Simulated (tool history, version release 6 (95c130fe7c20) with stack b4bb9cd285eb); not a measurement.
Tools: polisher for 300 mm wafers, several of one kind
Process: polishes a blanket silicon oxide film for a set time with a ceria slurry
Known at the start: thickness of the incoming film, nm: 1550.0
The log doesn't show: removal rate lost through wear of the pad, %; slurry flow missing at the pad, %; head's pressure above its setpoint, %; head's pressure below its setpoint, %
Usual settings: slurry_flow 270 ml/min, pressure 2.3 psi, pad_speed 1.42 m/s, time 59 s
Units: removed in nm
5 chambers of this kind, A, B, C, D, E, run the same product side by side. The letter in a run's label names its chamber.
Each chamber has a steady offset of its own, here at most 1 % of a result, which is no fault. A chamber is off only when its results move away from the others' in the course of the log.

run	hour	slurry_flow	pressure	pad_speed	time	wafers polished on this pad	hours since the slurry nozzle was cleaned	hours since the head pressure was calibrated	removed
1D	6.1	270	2.3	1.42	59	259	167.4	818.2	307.55
# hour 8.1: chamber D: head pressure recalibrated
# hour 9.1: chamber E: head pressure recalibrated
2B	11.3	270	2.3	1.42	59	948	173.0	193.0	313.76
3C	14.2	270	2.3	1.42	59	590	248.5	901.5	313.12
4E	20.2	270	2.3	1.42	59	794	386.4	11.2	303.75
# hour 21.9: chamber C: worn pad replaced by a new one
# hour 23.7: chamber A: head pressure recalibrated
5A	24.4	270	2.3	1.42	59	417	155.4	0.8	319.40
6B	30.1	270	2.9	1.42	59	1145	191.8	211.8	393.40
7E	35.0	270	2.9	1.42	59	949	401.2	26.0	390.55
# hour 36.6: chamber B: worn pad replaced by a new one
8A	41.5	270	2.9	1.42	59	596	172.5	17.9	397.03
9C	45.6	270	2.9	1.42	59	248	279.9	932.9	389.40
# hour 49.3: chamber E: worn pad replaced by a new one
# hour 49.3: chamber A: worn pad replaced by a new one
10D	52.2	270	2.9	1.42	59	742	213.5	44.2	388.59
11B	55.3	270	2.3	1.42	59	196	217.0	237.0	312.59
12D	59.0	270	2.3	1.42	59	813	220.3	51.0	309.62
13E	65.6	270	2.3	1.42	59	171	431.8	56.6	309.85
14C	71.9	270	2.3	1.42	59	523	306.2	959.2	312.28
15A	77.9	270	2.3	1.42	59	300	208.9	54.3	312.77
# hour 81.1: chamber C: worn pad replaced by a new one
16A	83.9	270	2.3	1.42	59	363	214.9	60.3	316.05
# hour 88.0: chamber D: worn pad replaced by a new one
17D	90.3	270	2.3	1.42	59	24	251.6	82.3	311.47
18B	93.8	305	2.3	1.10	59	599	255.5	275.5	241.64
19C	98.2	305	2.3	1.10	59	179	332.5	985.5	249.15
20E	101.6	305	2.3	1.10	59	548	467.8	92.6	246.98
21A	107.8	305	2.3	1.10	59	613	238.8	84.2	251.69
22E	111.7	305	2.3	1.10	59	653	477.9	102.7	246.26
23C	115.9	270	2.3	1.42	59	364	350.2	1003.2	312.47
24B	120.0	270	2.3	1.42	59	873	281.7	301.7	308.93
25D	123.1	185	2.3	1.42	79	368	284.4	115.1	396.23
26B	127.6	185	2.3	1.42	79	953	289.3	309.3	384.67
# hour 127.8: chamber A: worn pad replaced by a new one
27C	131.9	185	2.3	1.42	79	532	366.2	1019.2	397.07
# hour 132.6: chamber C: head pressure recalibrated
# hour 132.7: chamber C: worn pad replaced by a new one
28A	134.9	185	2.3	1.42	79	75	265.9	111.3	402.42
29E	138.5	185	2.3	1.42	79	934	504.7	129.5	397.87
# hour 143.6: chamber B: worn pad replaced by a new one
30D	145.0	270	2.3	1.42	59	597	306.3	137.0	312.21
31A	149.0	270	2.3	1.42	59	222	280.0	125.4	315.27
32D	154.1	335	2.3	1.42	59	692	315.4	146.1	314.33
33B	158.8	335	2.3	1.42	59	159	320.5	340.5	301.02
34E	164.4	335	2.3	1.42	59	1205	530.6	155.4	320.26
# hour 167.2: chamber C: slurry nozzle cleaned
# hour 167.7: chamber B: slurry nozzle cleaned
# hour 169.7: chamber E: worn pad replaced by a new one
35C	170.3	335	2.3	1.42	59	394	3.1	37.8	317.51
36B	174.4	335	2.3	1.42	59	322	6.8	356.1	297.19
37C	180.1	270	2.3	1.42	59	497	12.9	47.6	308.76
38A	183.3	270	2.3	1.42	59	581	314.3	159.7	315.80
39E	189.6	270	2.6	1.42	69	208	555.8	180.6	417.55
40D	194.1	270	2.6	1.42	69	1111	355.4	186.1	415.75
# hour 196.8: chamber D: slurry nozzle cleaned
41A	199.4	270	2.6	1.42	69	750	330.4	175.8	415.14
42D	203.3	270	2.6	1.42	69	1207	6.6	195.3	419.39
43B	206.2	270	2.6	1.42	69	655	38.6	387.9	380.76

All 5 chambers run these settings next. Forecast each chamber's results:
44A	210.9	270	2.3	1.42	51				?
44B	210.9	270	2.3	1.42	51				?
44C	210.9	270	2.3	1.42	51				?
44D	210.9	270	2.3	1.42	51				?
44E	210.9	270	2.3	1.42	51				?

run	removed
44A	271.54
44B	246.16
44C	269.78
44D	276.01
44E	269.44
